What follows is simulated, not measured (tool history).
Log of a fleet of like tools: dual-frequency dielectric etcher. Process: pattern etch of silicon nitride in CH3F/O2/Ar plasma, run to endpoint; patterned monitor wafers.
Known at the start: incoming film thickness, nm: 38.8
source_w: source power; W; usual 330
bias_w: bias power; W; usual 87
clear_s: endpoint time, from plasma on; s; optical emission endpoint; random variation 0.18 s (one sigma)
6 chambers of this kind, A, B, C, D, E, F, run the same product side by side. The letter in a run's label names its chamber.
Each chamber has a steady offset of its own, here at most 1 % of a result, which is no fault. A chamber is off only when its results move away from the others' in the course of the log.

| run | hour | source_w | bias_w | hours since the last wet clean | hours since the last source power generator calibration | hours since the last bias power generator calibration | clear_s |
|---|---|---|---|---|---|---|---|
| 1E | 6.5 | 330 | 87 | 156.8 | 1534.1 | 3662.3 | 56.745 |
| 2C | 16.8 | 330 | 87 | 314.7 | 1339.5 | 3535 | 56.564 |
| 3A | 26.1 | 330 | 87 | 143.5 | 2814.2 | 2257.6 | 55.94 |
| 4F | 35.6 | 330 | 87 | 400.4 | 480.7 | 2979 | 55.892 |
| 5D | 45.7 | 300 | 80 | 487.4 | 442.3 | 686 | 60.287 |
| 6B | 52.2 | 300 | 80 | 292.7 | 1921.7 | 345.8 | 59.914 |
| 7A | 62.5 | 300 | 80 | 179.9 | 2850.6 | 2294 | 59.549 |
|  | 66.6 | chamber F: wet clean of the chamber |
| 8E | 68.5 | 300 | 80 | 218.8 | 1596.1 | 3724.3 | 60.562 |
| 9C | 79.4 | 300 | 80 | 377.3 | 1402.1 | 3597.6 | 60.141 |
| 10B | 88.8 | 300 | 80 | 329.3 | 1958.3 | 382.4 | 59.898 |
| 11D | 96.2 | 330 | 87 | 537.9 | 492.8 | 736.5 | 56.379 |
| 12F | 102 | 330 | 87 | 35.4 | 547.1 | 3045.4 | 55.898 |
| 13D | 112.9 | 330 | 87 | 554.6 | 509.5 | 753.2 | 56.39 |
| 14B | 124.7 | 330 | 87 | 365.2 | 1994.2 | 418.3 | 56.044 |
|  | 133.7 | chamber D: wet clean of the chamber |
| 15A | 134.6 | 330 | 87 | 252 | 2922.7 | 2366.1 | 56.248 |
| 16E | 142.1 | 410 | 67 | 292.4 | 1669.7 | 3797.9 | 57.086 |
|  | 144.2 | chamber C: wet clean of the chamber |
| 17C | 151.2 | 410 | 67 | 7 | 1473.9 | 3669.4 | 56.576 |
| 18F | 157.2 | 410 | 67 | 90.6 | 602.3 | 3100.6 | 56.69 |
| 19A | 168.3 | 410 | 67 | 285.7 | 2956.4 | 2399.8 | 56.425 |
| 20B | 176.4 | 410 | 67 | 416.9 | 2045.9 | 470 | 56.328 |
| 21F | 184.7 | 410 | 67 | 118.1 | 629.8 | 3128.1 | 56.888 |
| 22D | 193.3 | 330 | 87 | 59.6 | 589.9 | 833.6 | 56.368 |
|  | 198.1 | chamber B: wet clean of the chamber |
| 23E | 200.2 | 370 | 104 | 350.5 | 1727.8 | 3856 | 51.305 |
| 24C | 210.2 | 370 | 104 | 66 | 1532.9 | 3728.4 | 50.482 |
|  | 210.9 | chamber C: bias power generator calibrated |
| 25D | 219 | 370 | 104 | 85.3 | 615.6 | 859.3 | 50.809 |
| 26B | 228.8 | 370 | 104 | 30.8 | 2098.3 | 522.4 | 50.358 |
|  | 230.8 | chamber E: wet clean of the chamber |
| 27E | 234.6 | 370 | 104 | 3.8 | 1762.2 | 3890.4 | 50.866 |
| 28A | 245.8 | 370 | 104 | 363.2 | 3033.9 | 2477.3 | 50.241 |
| 29F | 256.7 | 330 | 87 | 190.1 | 701.8 | 3200.1 | 56.075 |
|  | 264.1 | chamber E: source power generator calibrated |
| 30C | 266.8 | 330 | 87 | 122.6 | 1589.5 | 55.9 | 56.395 |
|  | 267.1 | chamber E: bias power generator calibrated |
| 31B | 277.1 | 330 | 87 | 79.1 | 2146.6 | 570.7 | 56.056 |
| 32E | 288.9 | 330 | 87 | 58.1 | 24.8 | 21.9 | 56.92 |
| 33A | 298.9 | 330 | 87 | 416.3 | 3087 | 2530.4 | 55.982 |
| 34F | 304.5 | 330 | 87 | 237.9 | 749.6 | 3247.9 | 56.151 |
| 35D | 315.8 | 330 | 87 | 182.1 | 712.4 | 956.1 | 56.602 |
| 36C | 325.1 | 330 | 87 | 180.9 | 1647.8 | 114.2 | 56.186 |
| 37C | 335.7 | 330 | 87 | 191.5 | 1658.4 | 124.8 | 56.291 |
| 38A | 346.8 | 330 | 87 | 464.2 | 3134.9 | 2578.3 | 55.83 |
| 39E | 352.5 | 330 | 87 | 121.7 | 88.4 | 85.5 | 56.776 |
| 40D | 361.1 | 330 | 87 | 227.4 | 757.7 | 1001.4 | 56.723 |
| 41B | 371.1 | 330 | 87 | 173.1 | 2240.6 | 664.7 | 56.265 |
| 42F | 379.1 | 330 | 87 | 312.5 | 824.2 | 3322.5 | 55.799 |
| 43B | 388.2 | 330 | 87 | 190.2 | 2257.7 | 681.8 | 55.915 |

All 6 chambers run these settings next. Forecast each chamber's results:
| 44A | 396.7 | 370 | 87 |  |  |  | ? |
| 44B | 396.7 | 370 | 87 |  |  |  | ? |
| 44C | 396.7 | 370 | 87 |  |  |  | ? |
| 44D | 396.7 | 370 | 87 |  |  |  | ? |
| 44E | 396.7 | 370 | 87 |  |  |  | ? |
| 44F | 396.7 | 370 | 87 |  |  |  | ? |

| run | clear_s |
|---|---|
| 44A | 53.348 |
| 44B | 53.727 |
| 44C | 53.949 |
| 44D | 53.897 |
| 44E | 54.415 |
| 44F | 53.596 |
